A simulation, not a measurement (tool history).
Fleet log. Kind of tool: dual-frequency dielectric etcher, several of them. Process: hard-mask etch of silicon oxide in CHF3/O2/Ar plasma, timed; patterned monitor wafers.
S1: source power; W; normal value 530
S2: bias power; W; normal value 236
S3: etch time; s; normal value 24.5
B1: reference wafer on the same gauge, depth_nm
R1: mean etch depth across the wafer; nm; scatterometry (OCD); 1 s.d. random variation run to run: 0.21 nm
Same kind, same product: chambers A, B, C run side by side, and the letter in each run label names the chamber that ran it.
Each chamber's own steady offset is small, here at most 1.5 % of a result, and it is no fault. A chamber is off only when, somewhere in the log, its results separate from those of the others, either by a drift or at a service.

{"run": "1C", "day": 0.288, "S1": 530, "S2": 236, "S3": 24.5, "B1": 60.17, "R1": 50.706}
{"run": "2B", "day": 0.492, "S1": 530, "S2": 236, "S3": 24.5, "B1": 60.165, "R1": 50.245}
{"run": "3A", "day": 0.675, "S1": 530, "S2": 236, "S3": 24.5, "B1": 60.169, "R1": 50.509}
{"run": "4A", "day": 0.875, "S1": 530, "S2": 236, "S3": 24.5, "B1": 60.187, "R1": 50.594}
{"day": 0.992, "done": "chamber A: wet clean of the chamber"}
{"run": "5C", "day": 1.188, "S1": 530, "S2": 236, "S3": 24.5, "B1": 60.137, "R1": 50.726}
{"run": "6B", "day": 1.383, "S1": 530, "S2": 236, "S3": 24.5, "B1": 60.155, "R1": 50.508}
{"run": "7A", "day": 1.704, "S1": 530, "S2": 236, "S3": 24.5, "B1": 60.206, "R1": 50.858}
{"run": "8B", "day": 1.904, "S1": 530, "S2": 236, "S3": 24.5, "B1": 60.235, "R1": 50.45}
{"run": "9C", "day": 2.096, "S1": 530, "S2": 236, "S3": 24.5, "B1": 60.197, "R1": 50.966}
{"run": "10B", "day": 2.358, "S1": 530, "S2": 236, "S3": 24.5, "B1": 60.186, "R1": 49.852}
{"run": "11C", "day": 2.658, "S1": 530, "S2": 236, "S3": 24.5, "B1": 60.21, "R1": 50.333}
{"run": "12A", "day": 2.896, "S1": 530, "S2": 236, "S3": 24.5, "B1": 60.21, "R1": 50.648}
{"run": "13C", "day": 3.204, "S1": 530, "S2": 236, "S3": 24.5, "B1": 60.203, "R1": 51.022}
{"run": "14A", "day": 3.517, "S1": 530, "S2": 236, "S3": 24.5, "B1": 60.223, "R1": 51.175}
{"run": "15B", "day": 3.821, "S1": 530, "S2": 236, "S3": 24.5, "B1": 60.255, "R1": 50.123}
{"run": "16C", "day": 3.992, "S1": 530, "S2": 236, "S3": 24.5, "B1": 60.178, "R1": 50.822}
{"run": "17B", "day": 4.238, "S1": 530, "S2": 236, "S3": 24.5, "B1": 60.206, "R1": 49.913}
{"run": "18A", "day": 4.517, "S1": 530, "S2": 236, "S3": 19.5, "B1": 60.191, "R1": 40.252}
{"run": "19C", "day": 4.767, "S1": 530, "S2": 236, "S3": 19.5, "B1": 60.226, "R1": 40.349}
{"run": "20A", "day": 5.008, "S1": 530, "S2": 236, "S3": 19.5, "B1": 60.248, "R1": 40.353}
{"run": "21B", "day": 5.279, "S1": 530, "S2": 236, "S3": 24.5, "B1": 60.205, "R1": 50.626}
{"run": "22A", "day": 5.592, "S1": 530, "S2": 236, "S3": 24.5, "B1": 60.278, "R1": 50.773}
{"run": "23C", "day": 5.908, "S1": 530, "S2": 236, "S3": 24.5, "B1": 60.214, "R1": 50.498}
{"run": "24B", "day": 6.146, "S1": 530, "S2": 236, "S3": 24.5, "B1": 60.273, "R1": 50.111}
{"run": "25A", "day": 6.392, "S1": 530, "S2": 236, "S3": 24.5, "B1": 60.139, "R1": 50.615}
{"run": "26C", "day": 6.608, "S1": 530, "S2": 236, "S3": 24.5, "B1": 60.169, "R1": 50.371}
{"run": "27B", "day": 6.908, "S1": 530, "S2": 236, "S3": 24.5, "B1": 60.25, "R1": 50.548}
{"run": "28B", "day": 7.217, "S1": 530, "S2": 236, "S3": 24.5, "B1": 60.155, "R1": 50.068}
{"run": "29A", "day": 7.483, "S1": 530, "S2": 236, "S3": 24.5, "B1": 60.163, "R1": 51.058}
{"run": "30C", "day": 7.646, "S1": 530, "S2": 236, "S3": 24.5, "B1": 60.186, "R1": 50.281}
{"run": "31A", "day": 7.812, "S1": 530, "S2": 236, "S3": 21, "B1": 60.184, "R1": 43.286}

Read the log: is a single chamber off, either drifting away or since a service, is the gauge that measures every chamber drifting, or is nothing wrong beyond small per-chamber offsets? Name any odd chamber and what most likely caused it.

All chambers stay in line apart from their small fixed offsets, and the gauge does not drift.
